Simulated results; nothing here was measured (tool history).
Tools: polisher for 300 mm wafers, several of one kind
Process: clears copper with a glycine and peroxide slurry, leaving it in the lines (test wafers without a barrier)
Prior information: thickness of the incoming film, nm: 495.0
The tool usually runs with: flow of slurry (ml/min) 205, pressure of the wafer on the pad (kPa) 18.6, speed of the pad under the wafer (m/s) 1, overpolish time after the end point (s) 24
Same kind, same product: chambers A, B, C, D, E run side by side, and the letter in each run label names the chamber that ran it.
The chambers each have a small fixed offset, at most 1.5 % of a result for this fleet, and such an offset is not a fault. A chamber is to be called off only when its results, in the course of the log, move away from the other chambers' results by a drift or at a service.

run,hour,flow of slurry (ml/min),pressure of the wafer on the pad (kPa),speed of the pad under the wafer (m/s),overpolish time after the end point (s),time until the end point was called (s),dishing of a wide line in a test structure (angstrom)
1D,4.8,205,18.6,1,24,102.1,338.75
2A,7.5,205,18.6,1,24,102.32,338.68
# hour 10: chamber C: worn pad replaced by a new one
3E,10.4,205,18.6,1,24,104.95,344.14
# hour 15.2: chamber A: slurry nozzle cleaned
4C,15.4,205,18.6,1,24,104.23,341.85
5B,20.1,205,18.6,1,24,101.69,340.09
# hour 24.3: chamber D: worn pad replaced by a new one
6A,24.8,205,18.6,1.24,30,86.321,358.04
7D,27.8,205,18.6,1.24,30,85.18,343.74
8E,30.8,205,18.6,1.24,30,87.192,349.77
9C,34,205,18.6,1.24,30,87.367,356.92
10B,37.4,205,18.6,1.24,30,84.198,357.59
11E,40.3,205,18.6,1,24,105.22,343.55
12C,43.5,205,18.6,1,24,102.79,339.03
# hour 46: chamber E: worn pad replaced by a new one
13D,46,205,18.6,1,24,99.289,339.15
14B,48.2,205,18.6,1,24,100.02,343.62
15A,51.7,205,18.6,1,24,102.45,344.31
16E,55.2,205,18.6,1,24,103.5,342.94
17A,58.4,205,18.6,1,24,100.12,335.3
# hour 61.9: chamber B: worn pad replaced by a new one
18D,63.3,205,15.2,1.24,24,99.601,328.53
19C,66.5,205,15.2,1.24,24,102.67,335.14
# hour 69.2: chamber C: slurry nozzle cleaned
20B,70,205,15.2,1.24,24,99.204,331.11
21D,73.6,205,15.2,1.24,24,101.67,334.86
22C,76.6,205,15.2,1.24,24,101.06,335.26
23E,79.1,205,18.6,1,24,102.78,338.46
24A,83.2,205,18.6,1,24,100.91,351.3
25B,86,205,13.8,1,24,127.68,317.5
26A,88.4,205,13.8,1,24,129.35,327.89
27D,91.7,205,13.8,1,24,130.16,319.66
28E,96.6,205,13.8,1,24,130.63,325.24
29B,100.1,205,13.8,1,24,129.08,321.66
# hour 102.1: chamber D: worn pad replaced by a new one
# hour 104.5: chamber A: worn pad replaced by a new one
30C,104.8,205,18.6,1,24,102.91,342.69
# hour 105.8: chamber B: head pressure recalibrated
31C,108.2,205,18.6,1,24,102.11,337.18
# hour 110: chamber C: worn pad replaced by a new one
32E,111.6,175,18.6,1.12,24,97.974,346.82
33A,114.2,175,18.6,1.12,24,94.717,343.43
34D,117,175,18.6,1.12,24,93.743,338.46
35B,119.5,175,18.6,1.12,24,98.63,338.48
36E,123.6,175,18.6,1.12,24,97.696,334.63
37C,127.5,205,18.6,1,24,104.59,339.67

One chamber off, gauge drift, or nothing amiss beyond the chambers' own small offsets? If it is a chamber, which one, and what is the likeliest cause?

Nothing is wrong: each chamber keeps only its own small, steady offset and the gauge holds still.

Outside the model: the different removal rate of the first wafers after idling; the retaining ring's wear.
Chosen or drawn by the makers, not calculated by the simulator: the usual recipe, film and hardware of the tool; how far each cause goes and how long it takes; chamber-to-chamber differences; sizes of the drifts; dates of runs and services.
